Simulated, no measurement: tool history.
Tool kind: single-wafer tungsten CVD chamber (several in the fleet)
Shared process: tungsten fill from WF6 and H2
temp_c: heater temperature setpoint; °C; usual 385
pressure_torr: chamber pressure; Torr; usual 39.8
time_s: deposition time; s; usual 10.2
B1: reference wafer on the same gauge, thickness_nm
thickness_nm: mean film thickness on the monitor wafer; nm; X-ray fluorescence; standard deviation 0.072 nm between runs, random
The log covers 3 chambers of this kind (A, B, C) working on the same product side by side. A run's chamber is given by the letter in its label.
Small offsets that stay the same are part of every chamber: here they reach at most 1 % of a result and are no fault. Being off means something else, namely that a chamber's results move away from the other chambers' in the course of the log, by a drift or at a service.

Run 1A, hour 5.4: usual settings; B1 26.800. Result: thickness_nm 25.206 nm.
Run 2C, hour 15.1: usual settings; B1 26.798. Result: thickness_nm 25.220 nm.
Run 3B, hour 23.6: usual settings; B1 26.819. Result: thickness_nm 25.244 nm.
Run 4C, hour 29.5: usual settings; B1 26.799. Result: thickness_nm 25.081 nm.
Run 5B, hour 40.4: usual settings; B1 26.783. Result: thickness_nm 25.231 nm.
Run 6A, hour 49.8: usual settings; B1 26.811. Result: thickness_nm 25.264 nm.
Run 7A, hour 60.9: usual settings; B1 26.789. Result: thickness_nm 25.210 nm.
Run 8C, hour 67.1: usual settings; B1 26.814. Result: thickness_nm 25.269 nm.
Run 9B, hour 72.4: usual settings; B1 26.811. Result: thickness_nm 25.264 nm.
Run 10C, hour 80.7: usual settings; B1 26.801. Result: thickness_nm 25.054 nm.
Run 11A, hour 91.4: usual settings; B1 26.809. Result: thickness_nm 25.288 nm.
Run 12B, hour 97.4: usual settings; B1 26.807. Result: thickness_nm 25.094 nm.
Run 13C, hour 104.5: usual settings; B1 26.794. Result: thickness_nm 25.139 nm.
Run 14A, hour 111.3: usual settings; B1 26.785. Result: thickness_nm 25.514 nm.
Run 15B, hour 120.3: usual settings but temp_c 390 °C, time_s 9.0 s; B1 26.797. Result: thickness_nm 24.545 nm.
Run 16B, hour 126.3: usual settings but temp_c 390 °C, time_s 9.0 s; B1 26.803. Result: thickness_nm 24.585 nm.
Run 17C, hour 132.1: usual settings but temp_c 390 °C, time_s 9.0 s; B1 26.798. Result: thickness_nm 24.542 nm.
Run 18A, hour 140.7: usual settings; B1 26.802. Result: thickness_nm 25.474 nm.
Run 19B, hour 146.2: usual settings but pressure_torr 32.2 Torr, time_s 9.0 s; B1 26.812. Result: thickness_nm 20.237 nm.
Run 20A, hour 152.5: usual settings but pressure_torr 32.2 Torr, time_s 9.0 s; B1 26.787. Result: thickness_nm 20.278 nm.
Run 21C, hour 162.9: usual settings but pressure_torr 32.2 Torr, time_s 9.0 s; B1 26.798. Result: thickness_nm 20.016 nm.
Run 22B, hour 169.1: usual settings; B1 26.796. Result: thickness_nm 25.178 nm.
Run 23C, hour 178.3: usual settings; B1 26.826. Result: thickness_nm 25.195 nm.
Run 24A, hour 185.2: usual settings; B1 26.799. Result: thickness_nm 25.579 nm.
Run 25A, hour 192.5: usual settings; B1 26.799. Result: thickness_nm 25.682 nm.
Run 26C, hour 199.1: usual settings; B1 26.813. Result: thickness_nm 25.210 nm.
Run 27B, hour 209.2: usual settings; B1 26.824. Result: thickness_nm 25.264 nm.

Is one chamber out of step, is the gauge drifting, or do the chambers differ by no more than their own small offsets? For an off chamber, give its letter and the likeliest cause.

Little by little, chamber A moves away from the other chambers.
What lies behind it: wafer temperature above the value expected at the setpoint (K) = 0.981.
From this log alone, it may not be told apart from: true pressure above the setpoint (%).

Below are 4 candidate recipes for chamber A's next run, each the usual settings with a change, their results shown as question marks. Which of them brings A's results back in line with what the other chambers give on the usual settings?
To be in line, a result may differ from the other chambers' mean on the usual settings by at most: thickness_nm 0.250 nm
Run 28A-1, hour 217.3: usual settings but temp_c 384 °C, pressure_torr 39.5 Torr, time_s 10.1 s. Result: thickness_nm ?.
Run 28A-2, hour 217.3: usual settings but pressure_torr 40.2 Torr, time_s 10.3 s. Result: thickness_nm ?.
Run 28A-3, hour 217.3: usual settings but pressure_torr 40.6 Torr, time_s 10.5 s. Result: thickness_nm ?.
Run 28A-4, hour 217.3: usual settings but pressure_torr 39.4 Torr, time_s 10.1 s. Result: thickness_nm ?.

Other chambers, usual settings, mean: thickness_nm 25.208 nm
  run  thickness_nm
28A-1        24.794
28A-2        25.995
28A-3        26.624
28A-4        25.253
28A-4 brings the chamber back in line.
